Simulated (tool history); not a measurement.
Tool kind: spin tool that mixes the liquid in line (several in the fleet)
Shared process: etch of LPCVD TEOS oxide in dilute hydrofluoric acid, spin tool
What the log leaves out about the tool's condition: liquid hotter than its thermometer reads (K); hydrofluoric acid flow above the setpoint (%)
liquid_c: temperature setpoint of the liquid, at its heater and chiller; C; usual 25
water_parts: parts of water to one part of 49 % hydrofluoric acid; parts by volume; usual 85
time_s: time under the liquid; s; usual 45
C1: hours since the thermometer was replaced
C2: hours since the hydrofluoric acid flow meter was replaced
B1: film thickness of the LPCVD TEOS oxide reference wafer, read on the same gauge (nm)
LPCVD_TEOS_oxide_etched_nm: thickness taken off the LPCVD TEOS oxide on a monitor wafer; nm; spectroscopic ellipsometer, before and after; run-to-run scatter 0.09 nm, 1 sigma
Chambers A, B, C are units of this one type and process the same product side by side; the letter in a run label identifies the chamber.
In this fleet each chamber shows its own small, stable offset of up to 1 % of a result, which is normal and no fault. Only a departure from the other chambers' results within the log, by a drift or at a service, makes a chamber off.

{"run": "1A", "day": 0.217, "liquid_c": 25, "water_parts": 85, "time_s": 45, "C1": 515.1, "C2": 1701.7, "B1": 110.02, "LPCVD_TEOS_oxide_etched_nm": 10.163}
{"run": "2C", "day": 0.571, "liquid_c": 25, "water_parts": 85, "time_s": 45, "C1": 1229, "C2": 511.9, "B1": 110.02, "LPCVD_TEOS_oxide_etched_nm": 10.219}
{"run": "3B", "day": 0.954, "liquid_c": 25, "water_parts": 85, "time_s": 45, "C1": 316.8, "C2": 639.5, "B1": 109.99, "LPCVD_TEOS_oxide_etched_nm": 10.18}
{"run": "4B", "day": 1.271, "liquid_c": 25, "water_parts": 85, "time_s": 45, "C1": 324.4, "C2": 647.1, "B1": 110.01, "LPCVD_TEOS_oxide_etched_nm": 10.253}
{"run": "5C", "day": 1.692, "liquid_c": 25, "water_parts": 85, "time_s": 45, "C1": 1255.9, "C2": 538.8, "B1": 110, "LPCVD_TEOS_oxide_etched_nm": 10.397}
{"run": "6A", "day": 1.958, "liquid_c": 25, "water_parts": 85, "time_s": 45, "C1": 556.9, "C2": 1743.5, "B1": 109.98, "LPCVD_TEOS_oxide_etched_nm": 10.353}
{"run": "7A", "day": 2.292, "liquid_c": 25, "water_parts": 85, "time_s": 45, "C1": 564.9, "C2": 1751.5, "B1": 110.01, "LPCVD_TEOS_oxide_etched_nm": 10.4}
{"run": "8B", "day": 2.604, "liquid_c": 25, "water_parts": 85, "time_s": 45, "C1": 356.4, "C2": 679.1, "B1": 110.01, "LPCVD_TEOS_oxide_etched_nm": 10.24}
{"run": "9C", "day": 2.838, "liquid_c": 25, "water_parts": 85, "time_s": 45, "C1": 1283.4, "C2": 566.3, "B1": 110, "LPCVD_TEOS_oxide_etched_nm": 10.278}
{"run": "10B", "day": 3.212, "liquid_c": 25, "water_parts": 85, "time_s": 45, "C1": 371, "C2": 693.7, "B1": 110, "LPCVD_TEOS_oxide_etched_nm": 10.381}
{"run": "11A", "day": 3.404, "liquid_c": 22.5, "water_parts": 100, "time_s": 45, "C1": 591.6, "C2": 1778.2, "B1": 110, "LPCVD_TEOS_oxide_etched_nm": 7.7813}
{"run": "12C", "day": 3.796, "liquid_c": 22.5, "water_parts": 100, "time_s": 45, "C1": 1306.4, "C2": 589.3, "B1": 110.01, "LPCVD_TEOS_oxide_etched_nm": 7.8508}
{"run": "13C", "day": 3.988, "liquid_c": 22.5, "water_parts": 100, "time_s": 45, "C1": 1311, "C2": 593.9, "B1": 109.98, "LPCVD_TEOS_oxide_etched_nm": 7.9096}
{"run": "14A", "day": 4.383, "liquid_c": 25, "water_parts": 85, "time_s": 45, "C1": 615.1, "C2": 1801.7, "B1": 109.97, "LPCVD_TEOS_oxide_etched_nm": 10.333}
{"run": "15B", "day": 4.771, "liquid_c": 25, "water_parts": 85, "time_s": 45, "C1": 408.4, "C2": 731.1, "B1": 110.01, "LPCVD_TEOS_oxide_etched_nm": 10.298}
{"run": "16B", "day": 5.1, "liquid_c": 25, "water_parts": 85, "time_s": 45, "C1": 416.3, "C2": 739, "B1": 109.99, "LPCVD_TEOS_oxide_etched_nm": 10.425}
{"run": "17A", "day": 5.45, "liquid_c": 25, "water_parts": 85, "time_s": 45, "C1": 640.7, "C2": 1827.3, "B1": 109.99, "LPCVD_TEOS_oxide_etched_nm": 10.196}
{"run": "18C", "day": 5.792, "liquid_c": 25, "water_parts": 85, "time_s": 45, "C1": 1354.3, "C2": 637.2, "B1": 109.99, "LPCVD_TEOS_oxide_etched_nm": 10.41}
{"run": "19C", "day": 6.104, "liquid_c": 25, "water_parts": 85, "time_s": 45, "C1": 1361.8, "C2": 644.7, "B1": 110.01, "LPCVD_TEOS_oxide_etched_nm": 10.398}
{"run": "20B", "day": 6.308, "liquid_c": 25, "water_parts": 85, "time_s": 45, "C1": 445.3, "C2": 768, "B1": 109.99, "LPCVD_TEOS_oxide_etched_nm": 10.406}
{"run": "21A", "day": 6.608, "liquid_c": 25, "water_parts": 85, "time_s": 45, "C1": 668.5, "C2": 1855.1, "B1": 110.05, "LPCVD_TEOS_oxide_etched_nm": 10.264}
{"day": 6.796, "done": "chamber A: hydrofluoric acid flow meter replaced"}
{"run": "22C", "day": 6.858, "liquid_c": 25, "water_parts": 85, "time_s": 45, "C1": 1379.9, "C2": 662.8, "B1": 109.99, "LPCVD_TEOS_oxide_etched_nm": 10.549}
{"run": "23A", "day": 7.238, "liquid_c": 25, "water_parts": 85, "time_s": 45, "C1": 683.6, "C2": 10.7, "B1": 109.98, "LPCVD_TEOS_oxide_etched_nm": 10.193}
{"run": "24B", "day": 7.579, "liquid_c": 25, "water_parts": 85, "time_s": 45, "C1": 475.8, "C2": 798.5, "B1": 110.02, "LPCVD_TEOS_oxide_etched_nm": 10.193}
{"run": "25B", "day": 7.879, "liquid_c": 25, "water_parts": 85, "time_s": 45, "C1": 483, "C2": 805.7, "B1": 109.99, "LPCVD_TEOS_oxide_etched_nm": 10.329}
{"run": "26C", "day": 8.162, "liquid_c": 25, "water_parts": 85, "time_s": 45, "C1": 1411.2, "C2": 694.1, "B1": 110.04, "LPCVD_TEOS_oxide_etched_nm": 10.722}
{"run": "27A", "day": 8.446, "liquid_c": 25, "water_parts": 85, "time_s": 45, "C1": 712.6, "C2": 39.7, "B1": 110.03, "LPCVD_TEOS_oxide_etched_nm": 10.332}
{"run": "28B", "day": 8.817, "liquid_c": 25, "water_parts": 50, "time_s": 20, "C1": 505.5, "C2": 828.2, "B1": 110, "LPCVD_TEOS_oxide_etched_nm": 8.1999}
{"run": "29C", "day": 9.2, "liquid_c": 25, "water_parts": 50, "time_s": 20, "C1": 1436.1, "C2": 719, "B1": 110, "LPCVD_TEOS_oxide_etched_nm": 8.8697}
{"run": "30A", "day": 9.433, "liquid_c": 25, "water_parts": 50, "time_s": 20, "C1": 736.3, "C2": 63.4, "B1": 110, "LPCVD_TEOS_oxide_etched_nm": 8.2288}
{"run": "31B", "day": 9.733, "liquid_c": 25, "water_parts": 85, "time_s": 45, "C1": 527.5, "C2": 850.2, "B1": 110, "LPCVD_TEOS_oxide_etched_nm": 10.316}
{"run": "32C", "day": 10.075, "liquid_c": 25, "water_parts": 85, "time_s": 45, "C1": 1457.1, "C2": 740, "B1": 109.98, "LPCVD_TEOS_oxide_etched_nm": 10.844}
{"run": "33A", "day": 10.4, "liquid_c": 25, "water_parts": 85, "time_s": 45, "C1": 759.5, "C2": 86.6, "B1": 109.99, "LPCVD_TEOS_oxide_etched_nm": 10.158}
{"run": "34A", "day": 10.771, "liquid_c": 25, "water_parts": 85, "time_s": 45, "C1": 768.4, "C2": 95.5, "B1": 110.01, "LPCVD_TEOS_oxide_etched_nm": 10.235}

One chamber off, gauge drift, or nothing amiss beyond the chambers' own small offsets? If it is a chamber, which one, and what is the likeliest cause?

It is chamber C that slowly wanders off from its peers.
Most likely cause: liquid hotter than its thermometer reads (K) = 2.07.
The log may not separate it from: hydrofluoric acid flow above the setpoint (%).

Chamber C could run next with any of the 4 candidate recipes listed below; each alters the usual settings, and their results appear as question marks. Which one brings its results back in line with what the other chambers deliver on the usual settings?
A result is in line if it is within this distance of the other chambers' mean on the usual settings: LPCVD_TEOS_oxide_etched_nm 0.31 nm
{"run": "35C-1", "day": 11.075, "liquid_c": 25.5, "water_parts": 80, "time_s": 45, "LPCVD_TEOS_oxide_etched_nm": "?"}
{"run": "35C-2", "day": 11.075, "liquid_c": 29, "water_parts": 85, "time_s": 45, "LPCVD_TEOS_oxide_etched_nm": "?"}
{"run": "35C-3", "day": 11.075, "liquid_c": 21, "water_parts": 85, "time_s": 45, "LPCVD_TEOS_oxide_etched_nm": "?"}
{"run": "35C-4", "day": 11.075, "liquid_c": 22.5, "water_parts": 85, "time_s": 45, "LPCVD_TEOS_oxide_etched_nm": "?"}

The other chambers' mean on the usual settings: LPCVD_TEOS_oxide_etched_nm 10.268 nm
run=35C-1 LPCVD_TEOS_oxide_etched_nm=12.261
run=35C-2 LPCVD_TEOS_oxide_etched_nm=13.121
run=35C-3 LPCVD_TEOS_oxide_etched_nm=9.5582
run=35C-4 LPCVD_TEOS_oxide_etched_nm=10.16
35C-4 puts the chamber back in line with the other chambers.

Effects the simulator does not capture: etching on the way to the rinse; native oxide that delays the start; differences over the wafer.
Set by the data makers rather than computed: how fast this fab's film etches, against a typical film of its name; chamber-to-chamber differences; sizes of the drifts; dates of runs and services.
